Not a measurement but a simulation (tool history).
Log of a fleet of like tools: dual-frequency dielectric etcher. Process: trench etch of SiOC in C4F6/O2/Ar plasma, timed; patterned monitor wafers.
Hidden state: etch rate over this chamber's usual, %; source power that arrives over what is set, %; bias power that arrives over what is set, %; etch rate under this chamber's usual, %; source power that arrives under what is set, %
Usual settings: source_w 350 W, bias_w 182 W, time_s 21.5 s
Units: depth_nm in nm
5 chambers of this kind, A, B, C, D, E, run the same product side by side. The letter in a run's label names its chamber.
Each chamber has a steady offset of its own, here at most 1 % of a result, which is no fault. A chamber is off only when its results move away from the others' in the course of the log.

| run | hour | source_w | bias_w | time_s | hours since the last wet clean | hours since the last source power generator calibration | hours since the last bias power generator calibration | read-back reference wafer on the same gauge, depth_nm | depth_nm |
|---|---|---|---|---|---|---|---|---|---|
|  | 2.2 | chamber C: wet clean of the chamber |
| 1C | 10.0 | 350 | 182 | 21.5 | 7.9 | 3184.6 | 1692.7 | 49.522 | 42.662 |
| 2B | 24.3 | 350 | 182 | 21.5 | 419.0 | 1452.6 | 1180.4 | 49.477 | 42.471 |
| 3D | 36.2 | 350 | 182 | 21.5 | 499.8 | 901.0 | 2217.5 | 49.515 | 42.349 |
|  | 39.6 | chamber D: wet clean of the chamber |
| 4A | 43.6 | 350 | 182 | 21.5 | 79.3 | 1753.8 | 539.4 | 49.517 | 42.714 |
| 5E | 58.6 | 350 | 155 | 27.0 | 598.7 | 2350.1 | 2940.6 | 49.491 | 51.254 |
| 6A | 68.4 | 350 | 155 | 27.0 | 104.1 | 1778.6 | 564.2 | 49.485 | 50.926 |
| 7C | 80.2 | 350 | 155 | 27.0 | 78.1 | 3254.8 | 1762.9 | 49.508 | 50.900 |
| 8D | 93.3 | 350 | 155 | 27.0 | 53.8 | 958.1 | 2274.6 | 49.540 | 50.472 |
| 9E | 100.7 | 350 | 155 | 27.0 | 640.8 | 2392.2 | 2982.7 | 49.481 | 51.186 |
|  | 102.7 | chamber E: wet clean of the chamber |
| 10B | 112.9 | 350 | 182 | 21.5 | 507.6 | 1541.2 | 1269.0 | 49.501 | 42.648 |
|  | 122.3 | chamber E: source power generator calibrated |
| 11C | 127.3 | 350 | 221 | 21.5 | 125.2 | 3301.9 | 1810.0 | 49.499 | 45.376 |
| 12B | 135.2 | 350 | 221 | 21.5 | 529.9 | 1563.5 | 1291.3 | 49.522 | 45.027 |
| 13E | 148.9 | 350 | 221 | 21.5 | 46.3 | 26.6 | 3030.9 | 49.522 | 45.829 |
| 14A | 159.5 | 350 | 221 | 21.5 | 195.2 | 1869.7 | 655.3 | 49.476 | 45.591 |
| 15D | 171.3 | 350 | 221 | 21.5 | 131.8 | 1036.1 | 2352.6 | 49.522 | 44.784 |
| 16A | 185.1 | 350 | 182 | 21.5 | 220.8 | 1895.3 | 680.9 | 49.508 | 42.663 |
|  | 191.5 | chamber C: source power generator calibrated |
| 17B | 198.2 | 350 | 182 | 21.5 | 592.9 | 1626.5 | 1354.3 | 49.504 | 42.768 |
| 18C | 212.9 | 350 | 182 | 21.5 | 210.8 | 21.4 | 1895.6 | 49.485 | 42.766 |
| 19E | 220.8 | 410 | 182 | 21.5 | 118.2 | 98.5 | 3102.8 | 49.522 | 45.801 |
| 20D | 235.7 | 410 | 182 | 21.5 | 196.2 | 1100.5 | 2417.0 | 49.496 | 45.058 |
| 21E | 246.3 | 410 | 182 | 21.5 | 143.7 | 124.0 | 3128.3 | 49.477 | 45.475 |
| 22C | 259.1 | 410 | 182 | 21.5 | 257.0 | 67.6 | 1941.8 | 49.521 | 45.263 |
| 23B | 265.5 | 410 | 182 | 21.5 | 660.2 | 1693.8 | 1421.6 | 49.542 | 45.367 |
|  | 269.8 | chamber B: wet clean of the chamber |
| 24D | 272.8 | 350 | 182 | 21.5 | 233.3 | 1137.6 | 2454.1 | 49.538 | 42.132 |
| 25A | 279.6 | 350 | 182 | 21.5 | 315.3 | 1989.8 | 775.4 | 49.476 | 42.899 |
| 26D | 293.4 | 350 | 182 | 18.5 | 253.9 | 1158.2 | 2474.7 | 49.527 | 36.276 |
| 27C | 300.4 | 350 | 182 | 18.5 | 298.3 | 108.9 | 1983.1 | 49.545 | 36.594 |
| 28B | 311.4 | 350 | 182 | 18.5 | 41.7 | 1739.7 | 1467.5 | 49.530 | 35.853 |
| 29A | 321.5 | 350 | 182 | 18.5 | 357.2 | 2031.7 | 817.3 | 49.492 | 36.785 |
| 30E | 335.1 | 350 | 182 | 18.5 | 232.5 | 212.8 | 3217.1 | 49.495 | 36.765 |
| 31D | 342.6 | 350 | 182 | 21.5 | 303.1 | 1207.4 | 2523.9 | 49.504 | 42.263 |
| 32C | 356.2 | 350 | 182 | 21.5 | 354.1 | 164.7 | 2038.9 | 49.484 | 42.668 |
| 33A | 365.2 | 350 | 182 | 21.5 | 400.9 | 2075.4 | 861.0 | 49.464 | 42.704 |
| 34E | 372.8 | 350 | 182 | 21.5 | 270.2 | 250.5 | 3254.8 | 49.440 | 43.029 |
| 35B | 387.1 | 350 | 182 | 15.5 | 117.4 | 1815.4 | 1543.2 | 49.475 | 29.858 |
| 36A | 401.6 | 350 | 182 | 15.5 | 437.3 | 2111.8 | 897.4 | 49.465 | 30.811 |
| 37B | 414.5 | 350 | 182 | 15.5 | 144.8 | 1842.8 | 1570.6 | 49.452 | 29.999 |
| 38C | 428.2 | 350 | 182 | 15.5 | 426.1 | 236.7 | 2110.9 | 49.508 | 30.573 |
| 39E | 435.3 | 350 | 182 | 15.5 | 332.7 | 313.0 | 3317.3 | 49.467 | 30.824 |
|  | 448.4 | chamber D: bias power generator calibrated |
| 40D | 449.3 | 350 | 182 | 21.5 | 409.8 | 1314.1 | 1.0 | 49.515 | 42.414 |
| 41C | 456.4 | 350 | 182 | 21.5 | 454.3 | 264.9 | 2139.1 | 49.484 | 42.530 |
| 42B | 465.5 | 350 | 182 | 21.5 | 195.8 | 1893.8 | 1621.6 | 49.489 | 41.555 |

Next, every chamber runs the same settings. What will each give?
| 43A | 476.2 | 350 | 182 | 21.5 |  |  |  |  | ? |
| 43B | 476.2 | 350 | 182 | 21.5 |  |  |  |  | ? |
| 43C | 476.2 | 350 | 182 | 21.5 |  |  |  |  | ? |
| 43D | 476.2 | 350 | 182 | 21.5 |  |  |  |  | ? |
| 43E | 476.2 | 350 | 182 | 21.5 |  |  |  |  | ? |

| run | depth_nm |
|---|---|
| 43A | 42.770 |
| 43B | 41.754 |
| 43C | 42.677 |
| 43D | 42.304 |
| 43E | 42.741 |
